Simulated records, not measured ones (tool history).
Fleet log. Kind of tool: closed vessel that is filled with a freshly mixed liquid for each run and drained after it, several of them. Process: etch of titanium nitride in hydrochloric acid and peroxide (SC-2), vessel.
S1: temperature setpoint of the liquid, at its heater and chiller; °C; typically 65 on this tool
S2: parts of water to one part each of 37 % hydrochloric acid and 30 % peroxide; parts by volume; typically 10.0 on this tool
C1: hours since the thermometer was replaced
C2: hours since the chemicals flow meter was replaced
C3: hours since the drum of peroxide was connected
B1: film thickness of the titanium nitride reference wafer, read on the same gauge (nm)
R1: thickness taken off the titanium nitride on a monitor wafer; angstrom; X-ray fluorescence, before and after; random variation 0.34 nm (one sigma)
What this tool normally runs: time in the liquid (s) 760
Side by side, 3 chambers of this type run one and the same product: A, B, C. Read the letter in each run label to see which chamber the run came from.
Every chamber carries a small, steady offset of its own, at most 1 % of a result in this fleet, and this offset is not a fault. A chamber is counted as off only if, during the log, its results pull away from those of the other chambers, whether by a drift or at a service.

run 1C hour=6.1 | S1=65 S2=10.0 time_in_the_liquid_(s)=760 | C1=263.3 C2=1180.0 C3=35.7 | B1=90.005 | R1=421.44
run 2A hour=10.7 | S1=65 S2=10.0 time_in_the_liquid_(s)=760 | C1=1817.6 C2=266.7 C3=423.9 | B1=90.014 | R1=421.68
run 3B hour=15.2 | S1=65 S2=10.0 time_in_the_liquid_(s)=760 | C1=644.6 C2=322.7 C3=520.0 | B1=90.011 | R1=416.90
run 4B hour=21.2 | S1=65 S2=10.0 time_in_the_liquid_(s)=760 | C1=650.6 C2=328.7 C3=526.0 | B1=90.002 | R1=416.82
run 5A hour=29.7 | S1=65 S2=10.0 time_in_the_liquid_(s)=760 | C1=1836.6 C2=285.7 C3=442.9 | B1=89.982 | R1=418.43
run 6C hour=37.8 | S1=57 S2=5.5 time_in_the_liquid_(s)=760 | C1=295.0 C2=1211.7 C3=67.4 | B1=89.997 | R1=396.42
run 7C hour=43.5 | S1=57 S2=5.5 time_in_the_liquid_(s)=760 | C1=300.7 C2=1217.4 C3=73.1 | B1=89.963 | R1=400.36
run 8A hour=51.5 | S1=57 S2=5.5 time_in_the_liquid_(s)=760 | C1=1858.4 C2=307.5 C3=464.7 | B1=89.989 | R1=403.33
run 9B hour=60.3 | S1=65 S2=10.0 time_in_the_liquid_(s)=760 | C1=689.7 C2=367.8 C3=565.1 | B1=90.021 | R1=401.84
run 10A hour=69.6 | S1=65 S2=10.0 time_in_the_liquid_(s)=760 | C1=1876.5 C2=325.6 C3=482.8 | B1=90.060 | R1=416.65
run 11B hour=75.6 | S1=60 S2=10.0 time_in_the_liquid_(s)=955 | C1=705.0 C2=383.1 C3=580.4 | B1=89.942 | R1=376.11
-- hour=79.9 chamber B: new drum of peroxide connected
run 12C hour=80.5 | S1=60 S2=10.0 time_in_the_liquid_(s)=955 | C1=337.7 C2=1254.4 C3=110.1 | B1=89.979 | R1=386.40
run 13A hour=88.1 | S1=60 S2=10.0 time_in_the_liquid_(s)=955 | C1=1895.0 C2=344.1 C3=501.3 | B1=90.012 | R1=379.47
run 14B hour=95.9 | S1=65 S2=10.0 time_in_the_liquid_(s)=760 | C1=725.3 C2=403.4 C3=16.0 | B1=90.011 | R1=398.75
run 15C hour=102.0 | S1=65 S2=7.0 time_in_the_liquid_(s)=760 | C1=359.2 C2=1275.9 C3=131.6 | B1=89.989 | R1=559.55
run 16C hour=106.5 | S1=65 S2=7.0 time_in_the_liquid_(s)=760 | C1=363.7 C2=1280.4 C3=136.1 | B1=90.010 | R1=551.19
run 17A hour=113.0 | S1=65 S2=7.0 time_in_the_liquid_(s)=760 | C1=1919.9 C2=369.0 C3=526.2 | B1=90.010 | R1=557.32
run 18B hour=118.6 | S1=65 S2=8.0 time_in_the_liquid_(s)=760 | C1=748.0 C2=426.1 C3=38.7 | B1=90.020 | R1=480.39
run 19A hour=127.3 | S1=65 S2=8.0 time_in_the_liquid_(s)=760 | C1=1934.2 C2=383.3 C3=540.5 | B1=90.015 | R1=495.06
run 20B hour=134.7 | S1=65 S2=8.0 time_in_the_liquid_(s)=760 | C1=764.1 C2=442.2 C3=54.8 | B1=90.034 | R1=474.78
run 21C hour=140.5 | S1=65 S2=10.0 time_in_the_liquid_(s)=760 | C1=397.7 C2=1314.4 C3=170.1 | B1=90.008 | R1=422.35
run 22B hour=147.1 | S1=65 S2=8.5 time_in_the_liquid_(s)=760 | C1=776.5 C2=454.6 C3=67.2 | B1=90.017 | R1=449.52
run 23C hour=155.6 | S1=65 S2=8.5 time_in_the_liquid_(s)=760 | C1=412.8 C2=1329.5 C3=185.2 | B1=89.950 | R1=471.76
run 24A hour=164.7 | S1=65 S2=8.5 time_in_the_liquid_(s)=760 | C1=1971.6 C2=420.7 C3=577.9 | B1=90.012 | R1=475.13
run 25B hour=173.5 | S1=65 S2=10.0 time_in_the_liquid_(s)=760 | C1=802.9 C2=481.0 C3=93.6 | B1=90.014 | R1=388.87
run 26A hour=179.3 | S1=65 S2=10.0 time_in_the_liquid_(s)=760 | C1=1986.2 C2=435.3 C3=592.5 | B1=90.031 | R1=417.89
run 27C hour=185.2 | S1=65 S2=10.0 time_in_the_liquid_(s)=760 | C1=442.4 C2=1359.1 C3=214.8 | B1=90.017 | R1=417.42
run 28C hour=194.0 | S1=65 S2=10.0 time_in_the_liquid_(s)=760 | C1=451.2 C2=1367.9 C3=223.6 | B1=89.990 | R1=420.65
run 29B hour=199.1 | S1=65 S2=10.0 time_in_the_liquid_(s)=760 | C1=828.5 C2=506.6 C3=119.2 | B1=90.020 | R1=387.79
run 30A hour=204.0 | S1=65 S2=10.0 time_in_the_liquid_(s)=760 | C1=2010.9 C2=460.0 C3=617.2 | B1=90.005 | R1=416.85
run 31C hour=211.2 | S1=65 S2=10.0 time_in_the_liquid_(s)=760 | C1=468.4 C2=1385.1 C3=240.8 | B1=89.999 | R1=420.13
run 32B hour=217.7 | S1=65 S2=10.0 time_in_the_liquid_(s)=760 | C1=847.1 C2=525.2 C3=137.8 | B1=90.028 | R1=382.04

Does one chamber stand apart from the rest, does the shared gauge drift, or is all well apart from small per-chamber offsets? Give the chamber and the most likely cause, where there is one.

Little by little, chamber B moves away from the other chambers.
Most likely cause: liquid colder than its thermometer reads (K) = 1.31.
The log may not tell that from: chemicals flow below the setpoint (%).

Which of the 4 candidates below, each the usual settings with something changed and its results left as question marks, puts chamber B back in line with what the other chambers give on the usual settings?
In-line tolerance around the mean of the other chambers on the usual settings: R1 12.00 angstrom
run 33B-1 hour=224.4 | S1=64.0 S2=10.5 time_in_the_liquid_(s)=715 | R1=?
run 33B-2 hour=224.4 | S1=66.0 S2=9.5 time_in_the_liquid_(s)=810 | R1=?
run 33B-3 hour=224.4 | S1=66.5 S2=10.0 time_in_the_liquid_(s)=760 | R1=?
run 33B-4 hour=224.4 | S1=65.0 S2=11.0 time_in_the_liquid_(s)=760 | R1=?

The mean the other chambers reach with the usual settings: R1 416.99 angstrom
run=33B-1 R1=324.96
run=33B-2 R1=452.17
run=33B-3 R1=418.61
run=33B-4 R1=352.81
The right change is 33B-3: it brings the chamber back within the allowed miss of the others.

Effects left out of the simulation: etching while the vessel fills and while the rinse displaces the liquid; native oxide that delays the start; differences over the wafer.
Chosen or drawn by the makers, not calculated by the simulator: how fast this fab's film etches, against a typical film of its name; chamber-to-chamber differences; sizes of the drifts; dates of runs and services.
